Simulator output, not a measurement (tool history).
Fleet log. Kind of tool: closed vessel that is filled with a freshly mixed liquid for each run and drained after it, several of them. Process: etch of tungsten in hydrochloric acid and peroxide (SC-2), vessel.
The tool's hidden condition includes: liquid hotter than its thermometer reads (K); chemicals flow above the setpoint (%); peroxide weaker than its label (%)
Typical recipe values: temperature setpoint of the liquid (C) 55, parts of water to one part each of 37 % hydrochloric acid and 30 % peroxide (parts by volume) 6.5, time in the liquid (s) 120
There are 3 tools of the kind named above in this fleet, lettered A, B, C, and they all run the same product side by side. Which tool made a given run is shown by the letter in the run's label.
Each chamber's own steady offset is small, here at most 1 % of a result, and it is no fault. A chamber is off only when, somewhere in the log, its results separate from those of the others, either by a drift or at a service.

run    day  temperature setpoint of the liquid (C)  parts of water to one part each of 37 % hydrochloric acid and 30 % peroxide (parts by volume)  time in the liquid (s)  hours since the thermometer was replaced  hours since the chemicals flow meter was replaced  hours since the drum of peroxide was connected  read-back film thickness of the tungsten reference wafer, read on the same gauge (nm)  thickness taken off the tungsten on a monitor wafer (nm)
 1B  0.217                                      55                                                                                            6.5                     120                                    2552.5                                              504.4                                          1327.7                                                                                 30.025                                                    50.333
 2A  0.367                                      55                                                                                            6.5                     120                                     452.1                                               41.9                                           110.2                                                                                 30.003                                                    50.512
 3C  0.558                                      55                                                                                            6.5                     120                                      63.2                                             1534.1                                           812.6                                                                                 30.001                                                    50.358
 4B  0.733                                      55                                                                                            6.5                     120                                    2564.9                                              516.8                                          1340.1                                                                                     30                                                    50.555
 5A  0.912                                      55                                                                                            6.5                     120                                     465.2                                                 55                                           123.3                                                                                 29.989                                                    50.191
 6C  1.129                                      55                                                                                            6.5                     120                                      76.9                                             1547.8                                           826.3                                                                                 30.011                                                     50.27
 7C  1.354                                      63                                                                                            6.5                     120                                      82.3                                             1553.2                                           831.7                                                                                 30.016                                                    82.802
 8A  1.475                                      63                                                                                            6.5                     120                                     478.7                                               68.5                                           136.8                                                                                 30.004                                                    83.056
 9B  1.592                                      63                                                                                            6.5                     120                                    2585.5                                              537.4                                          1360.7                                                                                 30.012                                                    84.202
10B  1.733                                      55                                                                                            6.5                     120                                    2588.9                                              540.8                                          1364.1                                                                                 30.006                                                    50.997
11A  1.896                                      55                                                                                            6.5                     120                                     488.8                                               78.6                                           146.9                                                                                 30.014                                                    50.041
12C  2.021                                      60                                                                                            6.5                      80                                      98.3                                             1569.2                                           847.7                                                                                 29.999                                                    46.178
13C  2.142                                      60                                                                                            6.5                      80                                     101.2                                             1572.1                                           850.6                                                                                 29.997                                                    45.679
14B  2.354                                      60                                                                                            6.5                      80                                    2603.8                                              555.7                                            1379                                                                                 29.998                                                    46.318
15A  2.479                                      55                                                                                            6.5                     120                                     502.8                                               92.6                                           160.9                                                                                 29.963                                                     50.55
16B  2.583                                      55                                                                                            6.5                     120                                    2609.3                                              561.2                                          1384.5                                                                                 30.006                                                    50.215
17A  2.742                                      55                                                                                            6.5                     120                                     509.1                                               98.9                                           167.2                                                                                 30.008                                                    50.531
18C  2.862                                      55                                                                                            6.5                     120                                     118.5                                             1589.4                                           867.9                                                                                 29.958                                                    49.248
     2.879  -- chamber B: new drum of peroxide connected
19A      3                                      55                                                                                            6.5                     120                                     515.3                                              105.1                                           173.4                                                                                 30.038                                                    51.535
20C  3.217                                      55                                                                                            6.5                     120                                       127                                             1597.9                                           876.4                                                                                  29.98                                                    50.087
21B  3.396                                      55                                                                                            6.5                     120                                    2628.8                                              580.7                                            12.5                                                                                 30.008                                                    51.522
22A  3.521                                      55                                                                                            6.5                     120                                     527.8                                              117.6                                           185.9                                                                                 29.965                                                    52.096
23C  3.721                                      55                                                                                            6.5                     120                                     139.1                                               1610                                           888.5                                                                                  30.04                                                    49.969
24B  3.883                                      50                                                                                            6.5                      65                                    2640.5                                              592.4                                            24.2                                                                                 29.991                                                    19.892
25C   4.05                                      50                                                                                            6.5                      65                                       147                                             1617.9                                           896.4                                                                                 30.004                                                    19.268
26A  4.212                                      50                                                                                            6.5                      65                                     544.4                                              134.2                                           202.5                                                                                 30.015                                                    20.966
27B  4.338                                      55                                                                                            6.5                     120                                    2651.4                                              603.3                                            35.1                                                                                 29.999                                                    50.854
28C  4.488                                      55                                                                                            6.5                     120                                     157.5                                             1628.4                                           906.9                                                                                 30.019                                                    50.486
29B  4.667                                      55                                                                                            6.5                     120                                    2659.3                                              611.2                                              43                                                                                 29.998                                                    49.928
30A  4.838                                      55                                                                                              5                     120                                     559.4                                              149.2                                           217.5                                                                                 30.019                                                    66.213
31C  5.004                                      55                                                                                              5                     120                                     169.9                                             1640.8                                           919.3                                                                                 29.998                                                    60.776
32A  5.208                                      55                                                                                              5                     120                                     568.3                                              158.1                                           226.4                                                                                     30                                                    67.051
33B  5.392                                      55                                                                                            6.5                     120                                    2676.7                                              628.6                                            60.4                                                                                 29.995                                                    51.152
34A  5.608                                      55                                                                                            6.5                     120                                     577.9                                              167.7                                             236                                                                                 30.031                                                    55.766
35B   5.75                                      55                                                                                            6.5                     120                                    2685.3                                              637.2                                              69                                                                                 30.006                                                    50.731
36C  5.925                                      55                                                                                            6.5                     120                                       192                                             1662.9                                           941.4                                                                                  30.02                                                    50.637

Which is it: a chamber that has drifted or been left off by a service, a gauge drift common to all chambers, or only each chamber's usual small offset? If a chamber is off, name it and its likeliest cause.

One chamber, A, drifts off from the rest bit by bit.
What lies behind it: liquid hotter than its thermometer reads (K) = 1.9.

Here are 4 candidates for chamber A's next run, each the usual settings with a change, their results left as question marks. Which one brings its results back in line with what the others give on the usual settings?
To be in line, a result may differ from the other chambers' mean on the usual settings by at most: thickness taken off the tungsten on a monitor wafer (nm) 1.7
37A-1  6.088                                      53                                                                                            6.5                     120                                                                                                                                                                                                                                                                                             ?
37A-2  6.088                                      57                                                                                            6.5                     120                                                                                                                                                                                                                                                                                             ?
37A-3  6.088                                    55.5                                                                                            6.5                     125                                                                                                                                                                                                                                                                                             ?
37A-4  6.088                                      54                                                                                            6.5                     120                                                                                                                                                                                                                                                                                             ?

On the usual settings, the other chambers give on average: thickness taken off the tungsten on a monitor wafer (nm) 50.229
  run  thickness taken off the tungsten on a monitor wafer (nm)
37A-1                                                    49.711
37A-2                                                    63.948
37A-3                                                    60.642
37A-4                                                    52.954
The answer is 37A-1, which returns the chamber to within the allowed miss of the others.
